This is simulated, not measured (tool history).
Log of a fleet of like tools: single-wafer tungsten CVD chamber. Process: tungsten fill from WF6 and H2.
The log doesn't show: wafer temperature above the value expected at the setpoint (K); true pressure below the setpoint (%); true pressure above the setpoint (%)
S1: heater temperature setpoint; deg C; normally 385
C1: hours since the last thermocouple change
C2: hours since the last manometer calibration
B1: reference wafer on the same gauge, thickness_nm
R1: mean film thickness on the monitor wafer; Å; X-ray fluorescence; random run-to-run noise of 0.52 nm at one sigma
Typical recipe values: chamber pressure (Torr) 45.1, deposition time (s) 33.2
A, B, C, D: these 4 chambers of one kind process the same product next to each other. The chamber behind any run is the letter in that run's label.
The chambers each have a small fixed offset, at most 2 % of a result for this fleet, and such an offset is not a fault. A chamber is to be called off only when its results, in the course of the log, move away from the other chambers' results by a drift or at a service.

Run 1D, hour 7.1: usual settings; C1 259.5; C2 2608.1; B1 74.567. Result: R1 871.01 Å.
Run 2C, hour 12.3: usual settings; C1 1604.1; C2 1102.4; B1 74.512. Result: R1 890.46 Å.
Run 3A, hour 18: usual settings; C1 1363.3; C2 1314.3; B1 74.547. Result: R1 877.6 Å.
Run 4B, hour 22.1: usual settings; C1 679.8; C2 247; B1 74.515. Result: R1 889.36 Å.
Run 5D, hour 27.4: usual settings but S1 380 deg C; C1 279.8; C2 2628.4; B1 74.524. Result: R1 790.27 Å.
Run 6A, hour 31.5: usual settings but S1 380 deg C; C1 1376.8; C2 1327.8; B1 74.615. Result: R1 782.49 Å.
Run 7C, hour 36.2: usual settings but S1 380 deg C; C1 1628; C2 1126.3; B1 74.493. Result: R1 811.62 Å.
Run 8B, hour 39.7: usual settings but S1 380 deg C; C1 697.4; C2 264.6; B1 74.496. Result: R1 786.03 Å.
Run 9B, hour 43.5: usual settings; C1 701.2; C2 268.4; B1 74.592. Result: R1 885.42 Å.
Run 10D, hour 51: usual settings; C1 303.4; C2 2652; B1 74.476. Result: R1 872.8 Å.
Run 11C, hour 56: usual settings; C1 1647.8; C2 1146.1; B1 74.59. Result: R1 890.19 Å.
Run 12A, hour 61.2: usual settings; C1 1406.5; C2 1357.5; B1 74.518. Result: R1 873.88 Å.
Run 13D, hour 67.1: usual settings; C1 319.5; C2 2668.1; B1 74.399. Result: R1 870.42 Å.
Run 14C, hour 71.1: usual settings; C1 1662.9; C2 1161.2; B1 74.507. Result: R1 894.34 Å.
Run 15B, hour 76.1: usual settings; C1 733.8; C2 301; B1 74.567. Result: R1 882.75 Å.
Run 16A, hour 83.8: usual settings; C1 1429.1; C2 1380.1; B1 74.498. Result: R1 868.97 Å.
Run 17D, hour 89.8: usual settings; C1 342.2; C2 2690.8; B1 74.6. Result: R1 869.5 Å.
Run 18A, hour 97.7: usual settings; C1 1443; C2 1394; B1 74.451. Result: R1 864.29 Å.
Run 19C, hour 104.2: usual settings but chamber pressure (Torr) 37.9; C1 1696; C2 1194.3; B1 74.396. Result: R1 833.75 Å.
Run 20B, hour 111.8: usual settings but chamber pressure (Torr) 37.9; C1 769.5; C2 336.7; B1 74.55. Result: R1 828.5 Å.
Run 21D, hour 117.7: usual settings but chamber pressure (Torr) 37.9; C1 370.1; C2 2718.7; B1 74.529. Result: R1 801.22 Å.
Run 22A, hour 125: usual settings but chamber pressure (Torr) 37.9; C1 1470.3; C2 1421.3; B1 74.555. Result: R1 799.08 Å.
Run 23B, hour 132: usual settings; C1 789.7; C2 356.9; B1 74.402. Result: R1 896.43 Å.
Run 24C, hour 137.8: usual settings; C1 1729.6; C2 1227.9; B1 74.569. Result: R1 895 Å.
Run 25B, hour 145.6: usual settings; C1 803.3; C2 370.5; B1 74.506. Result: R1 904.36 Å.
Run 26D, hour 153.8: usual settings; C1 406.2; C2 2754.8; B1 74.539. Result: R1 870.64 Å.
Run 27C, hour 159.1: usual settings but chamber pressure (Torr) 51.8, deposition time (s) 35.3; C1 1750.9; C2 1249.2; B1 74.599. Result: R1 1011.3 Å.
Run 28A, hour 164.4: usual settings but chamber pressure (Torr) 51.8, deposition time (s) 35.3; C1 1509.7; C2 1460.7; B1 74.606. Result: R1 969.71 Å.
Run 29B, hour 168.5: usual settings but chamber pressure (Torr) 51.8, deposition time (s) 35.3; C1 826.2; C2 393.4; B1 74.495. Result: R1 1034.6 Å.
Run 30D, hour 172.1: usual settings but chamber pressure (Torr) 51.8, deposition time (s) 35.3; C1 424.5; C2 2773.1; B1 74.608. Result: R1 993.16 Å.
Run 31C, hour 176.2: usual settings; C1 1768; C2 1266.3; B1 74.441. Result: R1 887.16 Å.
At hour 180.5: chamber D: capacitance manometer re-zeroed and calibrated.
Run 32A, hour 183.8: usual settings; C1 1529.1; C2 1480.1; B1 74.55. Result: R1 866.8 Å.
Run 33D, hour 188.5: usual settings; C1 440.9; C2 8.1; B1 74.416. Result: R1 889.2 Å.
Run 34A, hour 196.3: usual settings but S1 391 deg C, chamber pressure (Torr) 49.8; C1 1541.6; C2 1492.6; B1 74.568. Result: R1 1016.1 Å.
Run 35B, hour 201.5: usual settings but S1 391 deg C, chamber pressure (Torr) 49.8; C1 859.2; C2 426.4; B1 74.507. Result: R1 1093.2 Å.
Run 36C, hour 209.3: usual settings but S1 391 deg C, chamber pressure (Torr) 49.8; C1 1801.1; C2 1299.4; B1 74.421. Result: R1 1056.1 Å.
Run 37B, hour 216.6: usual settings but S1 391 deg C, chamber pressure (Torr) 49.8; C1 874.3; C2 441.5; B1 74.549. Result: R1 1109.8 Å.

All chambers now run identical settings, listed one chamber a line with results as question marks. What results will each chamber show?
Run 38A, hour 222.5: usual settings. Result: R1 ?.
Run 38B, hour 222.5: usual settings. Result: R1 ?.
Run 38C, hour 222.5: usual settings. Result: R1 ?.
Run 38D, hour 222.5: usual settings. Result: R1 ?.

run      R1
38A     866
38B  938.99
38C   887.2
38D  870.93

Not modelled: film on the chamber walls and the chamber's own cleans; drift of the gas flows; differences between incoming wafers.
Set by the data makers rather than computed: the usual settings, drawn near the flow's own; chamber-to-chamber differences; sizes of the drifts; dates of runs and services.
